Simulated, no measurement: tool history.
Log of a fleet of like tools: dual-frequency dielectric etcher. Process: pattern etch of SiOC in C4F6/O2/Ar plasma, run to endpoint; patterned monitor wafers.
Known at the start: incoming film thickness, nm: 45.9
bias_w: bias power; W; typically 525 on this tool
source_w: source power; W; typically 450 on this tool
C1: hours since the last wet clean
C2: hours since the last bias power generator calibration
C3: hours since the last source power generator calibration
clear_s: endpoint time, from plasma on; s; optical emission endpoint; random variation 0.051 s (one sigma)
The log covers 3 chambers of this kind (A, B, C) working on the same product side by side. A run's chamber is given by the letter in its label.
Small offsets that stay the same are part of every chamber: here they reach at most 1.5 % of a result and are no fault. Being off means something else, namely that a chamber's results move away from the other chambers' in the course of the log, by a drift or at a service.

Run 1B, hour 3: usual settings; C1 71.9; C2 1971; C3 901.6. Result: clear_s 14.404 s.
Run 2A, hour 8: usual settings; C1 185.6; C2 2515; C3 932.6. Result: clear_s 14.467 s.
Run 3C, hour 12.8: usual settings; C1 483.7; C2 799.1; C3 1641.6. Result: clear_s 14.616 s.
Run 4A, hour 18.5: usual settings; C1 196.1; C2 2525.5; C3 943.1. Result: clear_s 14.46 s.
Run 5C, hour 22: usual settings; C1 492.9; C2 808.3; C3 1650.8. Result: clear_s 14.655 s.
Run 6B, hour 27.7: usual settings; C1 96.6; C2 1995.7; C3 926.3. Result: clear_s 14.243 s.
Run 7B, hour 31.6: usual settings; C1 100.5; C2 1999.6; C3 930.2. Result: clear_s 14.251 s.
At hour 35.3: chamber C: wet clean of the chamber.
Run 8A, hour 35.5: usual settings; C1 213.1; C2 2542.5; C3 960.1. Result: clear_s 14.623 s.
Run 9C, hour 39.6: usual settings but bias_w 446 W; C1 4.4; C2 825.9; C3 1668.4. Result: clear_s 15.5 s.
Run 10C, hour 45: usual settings but bias_w 446 W; C1 9.8; C2 831.3; C3 1673.8. Result: clear_s 15.51 s.
Run 11A, hour 50.2: usual settings but bias_w 446 W; C1 227.8; C2 2557.2; C3 974.8. Result: clear_s 15.391 s.
Run 12B, hour 53.5: usual settings; C1 122.4; C2 2021.5; C3 952.1. Result: clear_s 14.259 s.
Run 13C, hour 58.8: usual settings; C1 23.6; C2 845.1; C3 1687.6. Result: clear_s 14.632 s.
Run 14B, hour 62: usual settings; C1 130.9; C2 2030; C3 960.6. Result: clear_s 14.185 s.
Run 15A, hour 64.6: usual settings; C1 242.2; C2 2571.6; C3 989.2. Result: clear_s 14.512 s.
Run 16A, hour 70.4: usual settings but source_w 370 W; C1 248; C2 2577.4; C3 995. Result: clear_s 15.572 s.
Run 17C, hour 73: usual settings but source_w 370 W; C1 37.8; C2 859.3; C3 1701.8. Result: clear_s 15.715 s.
Run 18B, hour 78.9: usual settings but source_w 370 W; C1 147.8; C2 2046.9; C3 977.5. Result: clear_s 15.125 s.
Run 19C, hour 83.6: usual settings; C1 48.4; C2 869.9; C3 1712.4. Result: clear_s 14.55 s.
Run 20A, hour 88: usual settings; C1 265.6; C2 2595; C3 1012.6. Result: clear_s 14.56 s.
Run 21B, hour 90.8: usual settings; C1 159.7; C2 2058.8; C3 989.4. Result: clear_s 14.083 s.
Run 22A, hour 96.3: usual settings; C1 273.9; C2 2603.3; C3 1020.9. Result: clear_s 14.631 s.
Run 23C, hour 101.6: usual settings; C1 66.4; C2 887.9; C3 1730.4. Result: clear_s 14.621 s.
Run 24B, hour 105.2: usual settings; C1 174.1; C2 2073.2; C3 1003.8. Result: clear_s 13.974 s.
Run 25C, hour 108.4: usual settings but bias_w 633 W, source_w 400 W; C1 73.2; C2 894.7; C3 1737.2. Result: clear_s 14.235 s.
Run 26B, hour 112.4: usual settings but bias_w 633 W, source_w 400 W; C1 181.3; C2 2080.4; C3 1011. Result: clear_s 13.554 s.

Has any chamber moved away from the others, gradually or after a service, or does the common gauge drift, or do the chambers differ only by their own small steady offsets? State the chamber and the most likely cause if one applies.

Little by little, chamber B moves away from the other chambers.
Likeliest cause: etch rate over this chamber's usual, % = 2.63.

Chamber B could run next with any of the 4 candidate recipes listed below; each alters the usual settings, and their results appear as question marks. Which one brings its results back in line with what the other chambers deliver on the usual settings?
In line means no further than this from the other chambers' mean on the usual settings: clear_s 0.18 s
Run 27B-1, hour 116.6: usual settings but source_w 430 W. Result: clear_s ?.
Run 27B-2, hour 116.6: usual settings but bias_w 469 W. Result: clear_s ?.
Run 27B-3, hour 116.6: usual settings but bias_w 535 W, source_w 460 W. Result: clear_s ?.
Run 27B-4, hour 116.6: usual settings but bias_w 554 W, source_w 470 W. Result: clear_s ?.

The mean the other chambers reach with the usual settings: clear_s 14.557 s
  run  clear_s
27B-1   14.229
27B-2   14.602
27B-3   13.783
27B-4   13.495
27B-2 brings the chamber back in line.

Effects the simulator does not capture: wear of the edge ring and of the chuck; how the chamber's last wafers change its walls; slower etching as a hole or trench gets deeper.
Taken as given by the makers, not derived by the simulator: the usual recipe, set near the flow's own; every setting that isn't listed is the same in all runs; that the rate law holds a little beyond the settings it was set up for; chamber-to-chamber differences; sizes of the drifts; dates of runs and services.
